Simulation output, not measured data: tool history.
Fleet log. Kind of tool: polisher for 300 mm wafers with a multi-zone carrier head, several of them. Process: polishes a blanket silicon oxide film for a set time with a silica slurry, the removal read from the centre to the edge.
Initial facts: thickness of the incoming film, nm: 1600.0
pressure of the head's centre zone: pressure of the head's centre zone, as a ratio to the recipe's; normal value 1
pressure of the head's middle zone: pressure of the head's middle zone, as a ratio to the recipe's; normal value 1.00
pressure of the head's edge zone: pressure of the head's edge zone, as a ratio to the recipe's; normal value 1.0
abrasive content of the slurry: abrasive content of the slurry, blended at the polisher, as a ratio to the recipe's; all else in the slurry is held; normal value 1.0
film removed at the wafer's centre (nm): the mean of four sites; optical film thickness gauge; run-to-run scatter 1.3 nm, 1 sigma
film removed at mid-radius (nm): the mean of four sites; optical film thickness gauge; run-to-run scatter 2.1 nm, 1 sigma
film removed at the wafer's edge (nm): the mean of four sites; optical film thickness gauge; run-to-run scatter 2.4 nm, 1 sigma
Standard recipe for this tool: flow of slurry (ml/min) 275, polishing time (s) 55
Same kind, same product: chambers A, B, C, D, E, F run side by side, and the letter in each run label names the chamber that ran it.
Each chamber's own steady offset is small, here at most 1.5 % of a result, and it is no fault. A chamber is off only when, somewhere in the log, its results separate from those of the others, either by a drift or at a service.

run	hour	flow of slurry (ml/min)	pressure of the head's centre zone	pressure of the head's middle zone	pressure of the head's edge zone	abrasive content of the slurry	polishing time (s)	wafers polished on this pad	hours since the slurry nozzle was cleaned	hours since the centre zone pressure was calibrated	hours since the edge zone pressure was calibrated	film removed at the wafer's centre (nm)	film removed at mid-radius (nm)	film removed at the wafer's edge (nm)
# hour 3.0: chamber E: worn pad replaced by a new one
1D	6.1	275	1	1.00	1.0	1.0	55	466	319.9	120.2	996.3	186.82	186.05	184.59
2C	10.4	275	1	1.00	1.0	1.0	55	581	155.1	54.0	179.6	186.61	185.21	186.46
3E	15.5	275	1	1.00	1.0	1.0	55	103	470.6	90.5	35.3	185.64	187.25	183.10
4A	20.3	275	1	1.00	1.0	1.0	55	174	276.6	100.7	295.3	184.81	182.11	183.01
5F	25.3	275	1	1.00	1.1	1.0	68	366	131.5	711.9	340.8	227.16	233.23	247.62
# hour 29.6: chamber F: edge zone pressure recalibrated
6B	31.8	275	1	1.00	1.1	1.0	68	415	199.1	51.0	145.7	230.95	230.12	238.93
7E	36.7	275	1	1.00	1.1	1.0	68	279	491.8	111.7	56.5	230.63	229.52	234.81
8A	42.2	275	1	1.00	1.1	1.0	68	356	298.5	122.6	317.2	227.41	232.76	241.23
9F	45.4	275	1	1.00	1.1	1.0	68	532	151.6	732.0	15.9	228.92	224.37	239.88
10D	52.2	275	1	1.00	1.1	1.0	68	847	366.0	166.3	1042.4	232.32	224.07	243.69
# hour 57.3: chamber F: worn pad replaced by a new one
11C	57.4	275	1	1.00	1.0	1.0	55	970	202.1	101.0	226.6	185.12	184.69	182.99
# hour 58.4: chamber D: worn pad replaced by a new one
12B	64.1	275	1	1.00	1.0	1.0	55	682	231.4	83.3	178.0	184.38	183.66	184.46
13C	68.1	275	1	1.00	1.0	1.0	55	1059	212.8	111.7	237.3	184.39	183.77	186.42
# hour 69.6: chamber A: slurry nozzle cleaned
14F	73.7	275	1	1.00	1.0	1.0	55	136	179.9	760.3	44.2	183.11	184.11	186.68
# hour 76.8: chamber D: slurry nozzle cleaned
15B	79.4	275	1	1.00	1.0	1.0	55	809	246.7	98.6	193.3	185.97	181.01	184.62
16A	84.1	275	1	1.00	1.0	1.0	55	702	14.6	164.5	359.1	187.42	186.73	185.96
# hour 86.3: chamber C: worn pad replaced by a new one
17D	88.0	275	1	0.92	1.0	1.0	55	245	11.2	202.1	1078.2	185.50	172.46	186.53
18E	93.9	275	1	0.92	1.0	1.0	55	752	549.0	168.9	113.7	185.87	172.19	184.89
19C	98.4	275	1	0.92	1.0	1.0	55	100	243.1	142.0	267.6	185.52	171.99	185.64
# hour 99.2: chamber E: worn pad replaced by a new one
# hour 101.8: chamber F: centre zone pressure recalibrated
20D	103.9	275	1	0.92	1.0	1.0	55	376	27.1	218.0	1094.1	184.21	175.80	187.22
21E	107.7	275	1	0.92	1.0	1.0	55	70	562.8	182.7	127.5	187.76	173.41	185.56
# hour 108.1: chamber A: worn pad replaced by a new one
22B	111.9	275	1	0.92	1.0	1.0	55	1078	279.2	131.1	225.8	186.59	171.04	186.35
23F	115.2	275	1	1.00	1.0	1.0	55	479	221.4	13.4	85.7	204.25	186.67	185.33
24A	119.8	275	1	1.00	1.0	1.0	55	97	50.3	200.2	394.8	185.86	187.71	184.51
25B	123.6	275	1	1.00	1.0	1.0	55	1175	290.9	142.8	237.5	186.14	183.69	185.20
26A	128.3	275	1	1.00	1.0	1.0	55	167	58.8	208.7	403.3	186.00	188.57	184.51
27C	131.6	275	1	1.00	1.0	1.0	55	374	276.3	175.2	300.8	185.32	182.03	186.40
28E	136.9	275	1	1.00	1.0	1.0	55	311	592.0	211.9	156.7	186.66	183.26	182.85
29F	140.9	205	1	1.00	1.0	1.0	55	692	247.1	39.1	111.4	196.39	179.23	180.91
30D	145.9	205	1	1.00	1.0	1.0	55	724	69.1	260.0	1136.1	178.95	182.40	179.73
31B	150.2	205	1	1.00	1.0	1.0	55	1395	317.5	169.4	264.1	178.24	176.15	181.02
# hour 154.4: chamber F: worn pad replaced by a new one
32E	155.7	205	1	1.00	1.0	1.0	55	467	610.8	230.7	175.5	178.86	176.24	175.52
33F	161.4	205	1	1.00	1.0	1.0	55	58	267.6	59.6	131.9	195.71	175.20	175.80
# hour 164.9: chamber D: worn pad replaced by a new one
34D	165.5	205	1	1.00	1.0	1.0	55	5	88.7	279.6	1155.7	179.97	178.71	184.67
35C	172.4	275	1	1.00	1.0	1.0	55	712	317.1	216.0	341.6	186.60	186.47	182.16
# hour 178.5: chamber B: worn pad replaced by a new one
36A	178.8	275	1	1.00	1.0	1.0	38	585	109.3	259.2	453.8	128.39	126.70	128.35
37B	183.8	275	1	1.00	1.0	1.0	38	43	351.1	203.0	297.7	128.60	128.65	128.57
38E	187.3	275	1	1.00	1.0	1.0	38	728	642.4	262.3	207.1	126.83	127.58	126.07
39A	191.1	275	1	1.00	1.0	1.0	38	687	121.6	271.5	466.1	129.89	126.95	130.41
40F	197.8	275	1	1.00	1.0	1.0	38	359	304.0	96.0	168.3	139.59	127.04	132.17
41D	201.3	275	1	1.00	1.0	1.0	38	301	124.5	315.4	1191.5	129.32	128.91	128.54

All 6 chambers run these settings next. Forecast each chamber's results:
42A	206.2	275	1	1.00	1.0	0.9	55					?	?	?
42B	206.2	275	1	1.00	1.0	0.9	55					?	?	?
42C	206.2	275	1	1.00	1.0	0.9	55					?	?	?
42D	206.2	275	1	1.00	1.0	0.9	55					?	?	?
42E	206.2	275	1	1.00	1.0	0.9	55					?	?	?
42F	206.2	275	1	1.00	1.0	0.9	55					?	?	?

run	film removed at the wafer's centre (nm)	film removed at mid-radius (nm)	film removed at the wafer's edge (nm)
42A	177.21	176.63	173.13
42B	177.82	178.77	177.99
42C	175.57	173.59	175.06
42D	177.23	172.93	174.76
42E	175.54	178.83	175.61
42F	192.97	177.06	177.04
